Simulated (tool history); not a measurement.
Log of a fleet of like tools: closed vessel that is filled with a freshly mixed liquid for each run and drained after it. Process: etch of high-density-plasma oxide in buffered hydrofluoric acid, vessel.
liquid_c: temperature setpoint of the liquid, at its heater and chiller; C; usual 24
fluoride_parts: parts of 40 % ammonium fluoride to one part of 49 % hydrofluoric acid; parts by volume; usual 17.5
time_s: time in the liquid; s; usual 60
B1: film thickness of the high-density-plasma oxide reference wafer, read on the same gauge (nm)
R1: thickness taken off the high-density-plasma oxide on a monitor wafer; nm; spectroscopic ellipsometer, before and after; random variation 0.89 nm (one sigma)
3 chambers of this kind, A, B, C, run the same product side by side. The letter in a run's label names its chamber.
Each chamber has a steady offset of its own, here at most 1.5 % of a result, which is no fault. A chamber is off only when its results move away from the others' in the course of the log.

Run 1B, day 0.471: usual settings; B1 49.985. Result: R1 94.35 nm.
Run 2C, day 0.917: usual settings; B1 50.002. Result: R1 95.785 nm.
Run 3A, day 1.6: usual settings; B1 50.011. Result: R1 95.618 nm.
Run 4A, day 2.262: usual settings; B1 49.985. Result: R1 95.321 nm.
Run 5B, day 2.679: usual settings but liquid_c 28.5 C, time_s 40 s; B1 49.997. Result: R1 81.039 nm.
Run 6C, day 3.054: usual settings but liquid_c 28.5 C, time_s 40 s; B1 49.998. Result: R1 80.182 nm.
Run 7A, day 3.662: usual settings but liquid_c 28.5 C, time_s 40 s; B1 50.012. Result: R1 80.968 nm.
Run 8C, day 4.358: usual settings; B1 50.022. Result: R1 95.16 nm.
At day 4.954: chamber A: hydrofluoric acid flow meter replaced.
Run 9B, day 4.975: usual settings; B1 50.004. Result: R1 94.604 nm.
Run 10B, day 5.533: usual settings; B1 49.985. Result: R1 93.547 nm.
Run 11A, day 6.15: usual settings; B1 50.003. Result: R1 95.468 nm.
Run 12C, day 6.767: usual settings; B1 50.033. Result: R1 94.77 nm.
Run 13B, day 7.104: usual settings; B1 49.994. Result: R1 93.377 nm.
Run 14C, day 7.579: usual settings; B1 49.995. Result: R1 95.149 nm.
Run 15A, day 8.029: usual settings; B1 50.005. Result: R1 94.998 nm.
Run 16A, day 8.462: usual settings; B1 49.995. Result: R1 94.669 nm.
Run 17B, day 8.921: usual settings but time_s 40 s; B1 50.033. Result: R1 62.05 nm.
Run 18C, day 9.533: usual settings but time_s 40 s; B1 50.017. Result: R1 64.034 nm.
Run 19A, day 10.05: usual settings but time_s 40 s; B1 49.987. Result: R1 63.794 nm.
Run 20C, day 10.65: usual settings; B1 50.008. Result: R1 94.428 nm.
Run 21B, day 11.275: usual settings; B1 49.996. Result: R1 93.779 nm.
Run 22C, day 11.658: usual settings; B1 49.986. Result: R1 95.631 nm.
Run 23A, day 12.233: usual settings but time_s 35 s; B1 49.993. Result: R1 54.849 nm.
Run 24B, day 12.675: usual settings but time_s 35 s; B1 49.987. Result: R1 54.693 nm.
At day 13.221: chamber B: thermometer replaced.
Run 25B, day 13.304: usual settings but time_s 35 s; B1 49.981. Result: R1 55.527 nm.
Run 26A, day 13.838: usual settings; B1 49.993. Result: R1 95.568 nm.
Run 27C, day 14.379: usual settings; B1 50.02. Result: R1 93.952 nm.
Run 28B, day 14.908: usual settings; B1 50.005. Result: R1 94.082 nm.
Run 29C, day 15.488: usual settings; B1 50.036. Result: R1 93.863 nm.
Run 30A, day 15.804: usual settings; B1 50.011. Result: R1 96.933 nm.
Run 31A, day 16.167: usual settings; B1 49.978. Result: R1 93.691 nm.
Run 32C, day 16.808: usual settings; B1 49.989. Result: R1 94.057 nm.
Run 33B, day 17.35: usual settings; B1 50.014. Result: R1 95.462 nm.

Next, every chamber runs the same settings. What will each give?
Run 34A, day 17.85: usual settings. Result: R1 ?.
Run 34B, day 17.85: usual settings. Result: R1 ?.
Run 34C, day 17.85: usual settings. Result: R1 ?.

run      R1
34A  95.436
34B  93.935
34C  94.941
